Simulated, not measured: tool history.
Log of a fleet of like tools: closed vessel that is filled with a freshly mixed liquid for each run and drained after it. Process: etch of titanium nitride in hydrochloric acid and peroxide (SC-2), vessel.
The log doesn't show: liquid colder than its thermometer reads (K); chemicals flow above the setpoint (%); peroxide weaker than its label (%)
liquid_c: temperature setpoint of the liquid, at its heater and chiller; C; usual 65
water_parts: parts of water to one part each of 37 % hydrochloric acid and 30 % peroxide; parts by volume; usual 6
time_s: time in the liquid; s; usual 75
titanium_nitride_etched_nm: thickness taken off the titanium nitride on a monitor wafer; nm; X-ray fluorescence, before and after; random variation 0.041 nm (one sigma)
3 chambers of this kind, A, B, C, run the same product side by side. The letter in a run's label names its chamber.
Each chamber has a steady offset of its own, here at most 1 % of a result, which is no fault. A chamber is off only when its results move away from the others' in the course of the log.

run	hour	liquid_c	water_parts	time_s	hours since the thermometer was replaced	hours since the chemicals flow meter was replaced	hours since the drum of peroxide was connected	read-back film thickness of the titanium nitride reference wafer, read on the same gauge (nm)	titanium_nitride_etched_nm
1B	4.3	65	6	75	115.2	532.7	300.4	99.989	8.602
2A	7.3	65	6	75	610.6	535.3	381.6	100.02	8.4803
3C	11.2	65	6	75	2352.6	456.2	76.1	100.01	8.4274
4A	14.3	65	6	75	617.6	542.3	388.6	100.02	8.5544
5B	17.2	65	6	75	128.1	545.6	313.3	99.989	8.6299
6C	22.1	65	6	75	2363.5	467.1	87	99.988	8.4379
7C	25.9	65	6	75	2367.3	470.9	90.8	100.02	8.4474
8B	29.5	65	6	75	140.4	557.9	325.6	100	8.5621
9A	34.5	65	6	75	637.8	562.5	408.8	99.98	8.478
10A	37.9	65	6	75	641.2	565.9	412.2	99.993	8.5339
11C	42.4	65	6	75	2383.8	487.4	107.3	99.969	8.4317
12B	45.5	65	6	75	156.4	573.9	341.6	100.01	8.4383
13C	50	65	6	75	2391.4	495	114.9	100.01	8.4223
14B	53.5	65	7	50	164.4	581.9	349.6	99.981	5.0421
15A	58.6	65	7	50	661.9	586.6	432.9	99.983	4.9962
16C	61.3	65	7	50	2402.7	506.3	126.2	100.01	4.9995
17A	64.2	65	6	75	667.5	592.2	438.5	100.02	8.5192
18B	69.3	65	4.5	40	180.2	597.7	365.4	100	5.4733
19B	73.8	65	4.5	40	184.7	602.2	369.9	100	5.473
20A	78.9	65	4.5	40	682.2	606.9	453.2	99.993	5.5665

All 3 chambers run these settings next. Forecast each chamber's results:
21A	82.7	65	4	75					?
21B	82.7	65	4	75					?
21C	82.7	65	4	75					?

run	titanium_nitride_etched_nm
21A	11.324
21B	11.042
21C	11.279
